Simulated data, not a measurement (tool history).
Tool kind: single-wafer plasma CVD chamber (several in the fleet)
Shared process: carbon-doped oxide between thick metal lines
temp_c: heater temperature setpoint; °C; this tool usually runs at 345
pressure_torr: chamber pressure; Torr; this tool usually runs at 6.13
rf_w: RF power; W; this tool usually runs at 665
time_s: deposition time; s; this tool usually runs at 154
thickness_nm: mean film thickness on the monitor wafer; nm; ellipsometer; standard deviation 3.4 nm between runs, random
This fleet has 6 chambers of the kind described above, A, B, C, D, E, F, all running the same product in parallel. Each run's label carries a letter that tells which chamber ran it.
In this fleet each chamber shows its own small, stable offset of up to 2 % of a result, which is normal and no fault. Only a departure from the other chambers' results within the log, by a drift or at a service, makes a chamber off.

run,hour,temp_c,pressure_torr,rf_w,time_s,hours since the last thermocouple change,hours since the last RF generator calibration,hours since the last manometer calibration,"read-back reference wafer on the same gauge, thickness_nm",thickness_nm
1F,4.1,345,6.13,665,154,1076.9,452.0,354.5,926.05,956.06
2B,9.0,345,6.13,665,154,1142.1,201.8,1966.9,926.96,959.92
3C,13.5,345,6.13,665,154,762.1,1210.5,680.0,926.90,953.12
4D,16.6,345,6.13,665,154,60.8,539.7,1149.3,927.43,957.85
5E,21.6,345,6.13,665,154,2094.0,1259.6,109.4,926.64,966.91
6A,28.4,345,6.13,665,154,332.0,422.1,1068.3,926.82,944.38
7F,32.8,345,6.13,665,154,1105.6,480.7,383.2,926.69,949.45
8D,38.4,345,6.13,665,154,82.6,561.5,1171.1,927.01,952.38
9A,42.1,345,6.13,665,154,345.7,435.8,1082.0,927.33,941.00
10B,47.3,345,6.13,665,154,1180.4,240.1,2005.2,927.34,959.14
11C,53.5,345,6.13,665,154,802.1,1250.5,720.0,927.01,952.84
12E,57.7,345,6.13,785,154,2130.1,1295.7,145.5,927.92,1060.60
13A,63.2,345,6.13,785,154,366.8,456.9,1103.1,927.57,1035.80
14C,69.3,345,6.13,785,154,817.9,1266.3,735.8,927.37,1052.80
15E,73.4,345,6.13,785,154,2145.8,1311.4,161.2,926.35,1064.20
16B,77.1,345,6.13,785,154,1210.2,269.9,2035.0,926.80,1055.30
17D,83.6,345,6.13,785,154,127.8,606.7,1216.3,927.02,1053.00
18F,87.3,345,6.13,665,154,1160.1,535.2,437.7,926.57,957.45
19B,93.7,345,6.13,665,154,1226.8,286.5,2051.6,927.06,963.28
20C,100.3,345,6.13,665,154,848.9,1297.3,766.8,927.74,950.71
21E,104.6,345,6.13,665,154,2177.0,1342.6,192.4,926.70,972.27
22A,110.9,345,6.13,735,154,414.5,504.6,1150.8,926.92,997.38
23D,115.4,345,6.13,735,154,159.6,638.5,1248.1,925.57,1015.80
24F,121.8,345,6.13,735,154,1194.6,569.7,472.2,926.85,1010.70
# hour 123.5: chamber A: capacitance manometer re-zeroed and calibrated
25B,125.5,345,6.13,735,154,1258.6,318.3,2083.4,927.21,1017.70
26D,128.6,345,6.13,735,154,172.8,651.7,1261.3,927.04,1013.10
27C,135.0,345,6.13,735,154,883.6,1332.0,801.5,927.27,1011.30
28F,141.5,345,6.13,665,154,1214.3,589.4,491.9,926.03,958.55
29A,147.5,339,6.13,665,154,451.1,541.2,24.1,927.55,960.26
30E,153.2,339,6.13,665,154,2225.6,1391.2,241.0,927.30,976.35
31C,158.4,339,6.13,665,154,907.0,1355.4,824.9,927.47,968.45
32A,165.1,339,6.13,665,154,468.7,558.8,41.7,926.52,954.47
33B,168.8,339,6.13,665,154,1301.9,361.6,2126.7,926.66,973.81
34D,174.5,339,6.13,665,154,218.7,697.6,1307.2,927.17,970.17
35E,178.2,345,6.13,665,154,2250.6,1416.2,266.0,926.78,967.35
36F,182.0,345,6.13,665,154,1254.8,629.9,532.4,927.70,958.22
37A,187.8,345,6.13,665,154,491.4,581.5,64.4,926.82,937.44
38D,193.0,345,5.31,740,154,237.2,716.1,1325.7,927.11,996.65
39C,198.1,345,5.31,740,154,946.7,1395.1,864.6,927.21,998.39
40B,202.9,345,5.31,740,154,1336.0,395.7,2160.8,927.13,1000.80
41E,209.2,345,5.31,740,154,2281.6,1447.2,297.0,927.06,1014.70
42F,212.4,345,5.31,740,154,1285.2,660.3,562.8,926.71,988.99
43B,218.4,345,5.31,740,154,1351.5,411.2,2176.3,928.03,1001.90

Next, all 6 chambers run the settings below, one line each with question marks for the results. What does each chamber give?
44A,223.3,345,6.13,665,129,,,,,?
44B,223.3,345,6.13,665,129,,,,,?
44C,223.3,345,6.13,665,129,,,,,?
44D,223.3,345,6.13,665,129,,,,,?
44E,223.3,345,6.13,665,129,,,,,?
44F,223.3,345,6.13,665,129,,,,,?

run,thickness_nm
44A,789.34
44B,800.92
44C,799.10
44D,799.33
44E,809.46
44F,797.47
